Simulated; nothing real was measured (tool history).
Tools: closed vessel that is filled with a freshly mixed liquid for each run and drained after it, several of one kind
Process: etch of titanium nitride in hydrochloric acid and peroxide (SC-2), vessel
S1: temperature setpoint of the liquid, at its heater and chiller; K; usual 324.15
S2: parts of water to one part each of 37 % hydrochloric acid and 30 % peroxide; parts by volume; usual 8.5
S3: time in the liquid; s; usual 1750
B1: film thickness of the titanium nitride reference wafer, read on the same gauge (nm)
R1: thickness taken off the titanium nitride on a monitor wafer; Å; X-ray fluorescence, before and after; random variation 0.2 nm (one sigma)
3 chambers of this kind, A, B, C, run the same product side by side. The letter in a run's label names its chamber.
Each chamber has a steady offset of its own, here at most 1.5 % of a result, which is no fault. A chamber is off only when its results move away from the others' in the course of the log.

run 1C hour=16.1 | S1=324.15 S2=8.5 S3=1750 | B1=149.99 | R1=292.28
run 2B hour=29.5 | S1=324.15 S2=8.5 S3=1750 | B1=150.00 | R1=298.02
run 3A hour=37.8 | S1=324.15 S2=8.5 S3=1750 | B1=149.99 | R1=304.57
run 4B hour=46.8 | S1=324.15 S2=8.5 S3=1750 | B1=150.01 | R1=299.75
run 5C hour=60.0 | S1=324.15 S2=8.5 S3=1750 | B1=149.99 | R1=293.46
run 6A hour=70.2 | S1=324.15 S2=8.5 S3=1750 | B1=150.00 | R1=304.11
run 7C hour=82.6 | S1=324.15 S2=8.5 S3=1750 | B1=150.02 | R1=292.58
run 8B hour=92.3 | S1=324.15 S2=8.5 S3=1750 | B1=150.03 | R1=296.21
run 9A hour=104.6 | S1=324.15 S2=8.5 S3=1750 | B1=150.00 | R1=300.25
run 10B hour=113.1 | S1=327.15 S2=8.5 S3=1750 | B1=150.00 | R1=361.10
run 11C hour=127.8 | S1=327.15 S2=8.5 S3=1750 | B1=150.00 | R1=360.02
run 12A hour=142.9 | S1=327.15 S2=8.5 S3=1750 | B1=149.99 | R1=363.58
run 13C hour=158.1 | S1=324.15 S2=8.5 S3=1750 | B1=150.00 | R1=294.23
run 14A hour=170.2 | S1=324.15 S2=8.5 S3=2445 | B1=150.02 | R1=416.47
run 15B hour=177.6 | S1=324.15 S2=8.5 S3=2445 | B1=150.00 | R1=411.46
run 16B hour=190.4 | S1=324.15 S2=8.5 S3=2445 | B1=150.00 | R1=411.66
run 17A hour=203.2 | S1=324.15 S2=8.5 S3=1750 | B1=150.01 | R1=298.97
run 18C hour=212.8 | S1=324.15 S2=8.5 S3=1750 | B1=149.99 | R1=293.11
run 19B hour=224.8 | S1=324.15 S2=8.5 S3=1750 | B1=149.99 | R1=293.48
-- hour=228.7 chamber A: new drum of peroxide connected
run 20C hour=238.9 | S1=324.15 S2=8.5 S3=1750 | B1=149.99 | R1=290.80
-- hour=243.3 chamber B: new drum of peroxide connected
run 21A hour=251.1 | S1=324.15 S2=8.5 S3=1750 | B1=149.99 | R1=298.01
run 22A hour=259.2 | S1=324.15 S2=8.5 S3=1750 | B1=149.99 | R1=301.43
run 23C hour=273.1 | S1=324.15 S2=8.5 S3=1750 | B1=149.98 | R1=292.75
-- hour=283.0 chamber B: thermometer replaced
run 24B hour=283.4 | S1=324.15 S2=8.5 S3=1195 | B1=149.99 | R1=201.31
run 25B hour=294.5 | S1=324.15 S2=8.5 S3=1195 | B1=150.01 | R1=202.05
run 26C hour=303.4 | S1=324.15 S2=8.5 S3=1195 | B1=150.01 | R1=199.27
run 27A hour=317.7 | S1=324.15 S2=8.5 S3=1750 | B1=150.02 | R1=296.25
run 28C hour=328.6 | S1=324.15 S2=8.5 S3=1750 | B1=150.01 | R1=289.86
run 29A hour=338.4 | S1=324.15 S2=8.5 S3=1750 | B1=149.98 | R1=300.43
run 30B hour=348.9 | S1=324.15 S2=8.5 S3=1750 | B1=150.00 | R1=296.85
-- hour=350.3 chamber A: chemicals flow meter replaced
run 31C hour=362.2 | S1=324.15 S2=8.5 S3=1750 | B1=150.00 | R1=295.70
run 32B hour=373.4 | S1=324.15 S2=8.5 S3=1750 | B1=150.00 | R1=295.46
run 33A hour=389.1 | S1=324.15 S2=8.5 S3=1750 | B1=150.00 | R1=297.82
run 34C hour=403.9 | S1=324.15 S2=8.5 S3=1750 | B1=149.99 | R1=292.15
run 35B hour=413.3 | S1=324.15 S2=8.5 S3=735 | B1=150.02 | R1=124.10
run 36A hour=425.7 | S1=324.15 S2=8.5 S3=735 | B1=150.03 | R1=126.49

Next, every chamber runs the same settings. What will each give?
run 37A hour=437.6 | S1=324.15 S2=8.5 S3=1750 | R1=?
run 37B hour=437.6 | S1=324.15 S2=8.5 S3=1750 | R1=?
run 37C hour=437.6 | S1=324.15 S2=8.5 S3=1750 | R1=?

run=37A R1=300.91
run=37B R1=296.23
run=37C R1=291.99
